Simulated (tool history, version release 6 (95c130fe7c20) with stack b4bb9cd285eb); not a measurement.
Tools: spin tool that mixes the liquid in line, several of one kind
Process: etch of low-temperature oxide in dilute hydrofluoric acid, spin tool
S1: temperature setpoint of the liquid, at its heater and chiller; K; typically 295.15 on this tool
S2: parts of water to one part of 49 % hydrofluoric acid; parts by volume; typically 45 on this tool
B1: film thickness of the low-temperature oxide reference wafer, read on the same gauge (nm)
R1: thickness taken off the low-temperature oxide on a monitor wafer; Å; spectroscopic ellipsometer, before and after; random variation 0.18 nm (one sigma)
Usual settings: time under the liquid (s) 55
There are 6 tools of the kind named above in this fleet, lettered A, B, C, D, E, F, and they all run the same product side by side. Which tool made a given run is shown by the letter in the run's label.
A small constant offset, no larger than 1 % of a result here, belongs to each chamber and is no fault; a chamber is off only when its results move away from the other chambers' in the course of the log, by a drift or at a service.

run 1E hour=9.2 | S1=295.15 S2=45 time_under_the_liquid_(s)=55 | B1=130.01 | R1=241.44
run 2F hour=23.6 | S1=295.15 S2=45 time_under_the_liquid_(s)=55 | B1=129.99 | R1=243.23
run 3C hour=38.7 | S1=295.15 S2=45 time_under_the_liquid_(s)=55 | B1=130 | R1=243.53
run 4B hour=49.3 | S1=295.15 S2=45 time_under_the_liquid_(s)=55 | B1=130 | R1=241.78
run 5A hour=58.5 | S1=295.15 S2=45 time_under_the_liquid_(s)=55 | B1=130 | R1=239.16
run 6D hour=72.8 | S1=295.15 S2=45 time_under_the_liquid_(s)=55 | B1=130 | R1=245.29
run 7C hour=84 | S1=295.15 S2=45 time_under_the_liquid_(s)=55 | B1=129.99 | R1=241.67
run 8F hour=93.2 | S1=295.15 S2=45 time_under_the_liquid_(s)=55 | B1=129.98 | R1=239.37
run 9D hour=100.8 | S1=295.15 S2=45 time_under_the_liquid_(s)=55 | B1=130.01 | R1=241.45
run 10A hour=111.3 | S1=295.15 S2=45 time_under_the_liquid_(s)=55 | B1=130.01 | R1=240.38
run 11E hour=122.7 | S1=295.15 S2=45 time_under_the_liquid_(s)=55 | B1=129.99 | R1=239.87
-- hour=123.3 chamber D: hydrofluoric acid flow meter replaced
run 12B hour=136 | S1=295.15 S2=45 time_under_the_liquid_(s)=55 | B1=129.99 | R1=241.39
run 13F hour=144.3 | S1=295.15 S2=45 time_under_the_liquid_(s)=55 | B1=130 | R1=239.39
run 14D hour=157.1 | S1=295.15 S2=45 time_under_the_liquid_(s)=55 | B1=130 | R1=239.11
run 15A hour=164.4 | S1=295.15 S2=45 time_under_the_liquid_(s)=55 | B1=130 | R1=241.79
run 16B hour=178 | S1=295.15 S2=45 time_under_the_liquid_(s)=55 | B1=130.02 | R1=241.91
run 17E hour=187.3 | S1=295.15 S2=45 time_under_the_liquid_(s)=55 | B1=130.01 | R1=242
run 18C hour=196.6 | S1=295.15 S2=45 time_under_the_liquid_(s)=55 | B1=129.98 | R1=235.53
run 19C hour=208.6 | S1=295.15 S2=45 time_under_the_liquid_(s)=55 | B1=130.01 | R1=232.69
run 20B hour=218.2 | S1=298.65 S2=45 time_under_the_liquid_(s)=55 | B1=129.98 | R1=276.27
-- hour=224.5 chamber A: thermometer replaced
run 21A hour=232.9 | S1=298.65 S2=45 time_under_the_liquid_(s)=55 | B1=130 | R1=279.1
run 22F hour=241.2 | S1=298.65 S2=45 time_under_the_liquid_(s)=55 | B1=130.01 | R1=281.24
run 23E hour=255.7 | S1=298.65 S2=45 time_under_the_liquid_(s)=55 | B1=130.01 | R1=279.98
run 24D hour=263.2 | S1=298.65 S2=45 time_under_the_liquid_(s)=55 | B1=130 | R1=277.04
run 25C hour=274.3 | S1=298.65 S2=45 time_under_the_liquid_(s)=55 | B1=129.98 | R1=263.57
run 26B hour=281.8 | S1=295.15 S2=45 time_under_the_liquid_(s)=55 | B1=130 | R1=242.48
run 27A hour=296.9 | S1=295.15 S2=45 time_under_the_liquid_(s)=55 | B1=130.01 | R1=240.15
run 28E hour=303.9 | S1=295.15 S2=45 time_under_the_liquid_(s)=55 | B1=129.99 | R1=242.36
run 29D hour=318.7 | S1=295.15 S2=45 time_under_the_liquid_(s)=55 | B1=130 | R1=244.65
run 30F hour=333.4 | S1=295.15 S2=45 time_under_the_liquid_(s)=55 | B1=130.02 | R1=242.49
run 31D hour=343.3 | S1=292.65 S2=45 time_under_the_liquid_(s)=55 | B1=130.02 | R1=217.88
run 32C hour=352.1 | S1=292.65 S2=45 time_under_the_liquid_(s)=55 | B1=129.99 | R1=200.52
run 33E hour=361.8 | S1=292.65 S2=45 time_under_the_liquid_(s)=55 | B1=130.01 | R1=216.42
-- hour=363.1 chamber F: hydrofluoric acid flow meter replaced
run 34B hour=375.8 | S1=292.65 S2=45 time_under_the_liquid_(s)=55 | B1=130.03 | R1=219.62
run 35A hour=383 | S1=292.65 S2=45 time_under_the_liquid_(s)=55 | B1=129.99 | R1=218.31
run 36F hour=394.6 | S1=292.65 S2=45 time_under_the_liquid_(s)=55 | B1=130 | R1=217.78
run 37C hour=407.8 | S1=295.15 S2=45 time_under_the_liquid_(s)=55 | B1=130.02 | R1=224.87

What goes on in this fleet: one chamber off, a drifting gauge, or nothing beyond the chambers' own small offsets? Name the chamber and the cause, if any.

One chamber, C, drifts off from the rest bit by bit.
Cause: hydrofluoric acid flow below the setpoint (%) = 8.12.
Not necessarily distinguishable in this log from: liquid colder than its thermometer reads (K).

Here are 4 candidates for chamber C's next run, each the usual settings with a change, their results left as question marks. Which one brings its results back in line with what the others give on the usual settings?
Counts as in line when no further than this from what the other chambers average on the usual settings: R1 6.5 Å
run 38C-1 hour=418.9 | S1=291.65 S2=45 time_under_the_liquid_(s)=55 | R1=?
run 38C-2 hour=418.9 | S1=295.65 S2=40 time_under_the_liquid_(s)=55 | R1=?
run 38C-3 hour=418.9 | S1=295.15 S2=45 time_under_the_liquid_(s)=60 | R1=?
run 38C-4 hour=418.9 | S1=293.15 S2=45 time_under_the_liquid_(s)=55 | R1=?

What the other chambers average on the usual settings: R1 241.68 Å
run=38C-1 R1=190.96
run=38C-2 R1=257.08
run=38C-3 R1=242.17
run=38C-4 R1=203.78
The right change is 38C-3: it brings the chamber back within the allowed miss of the others.
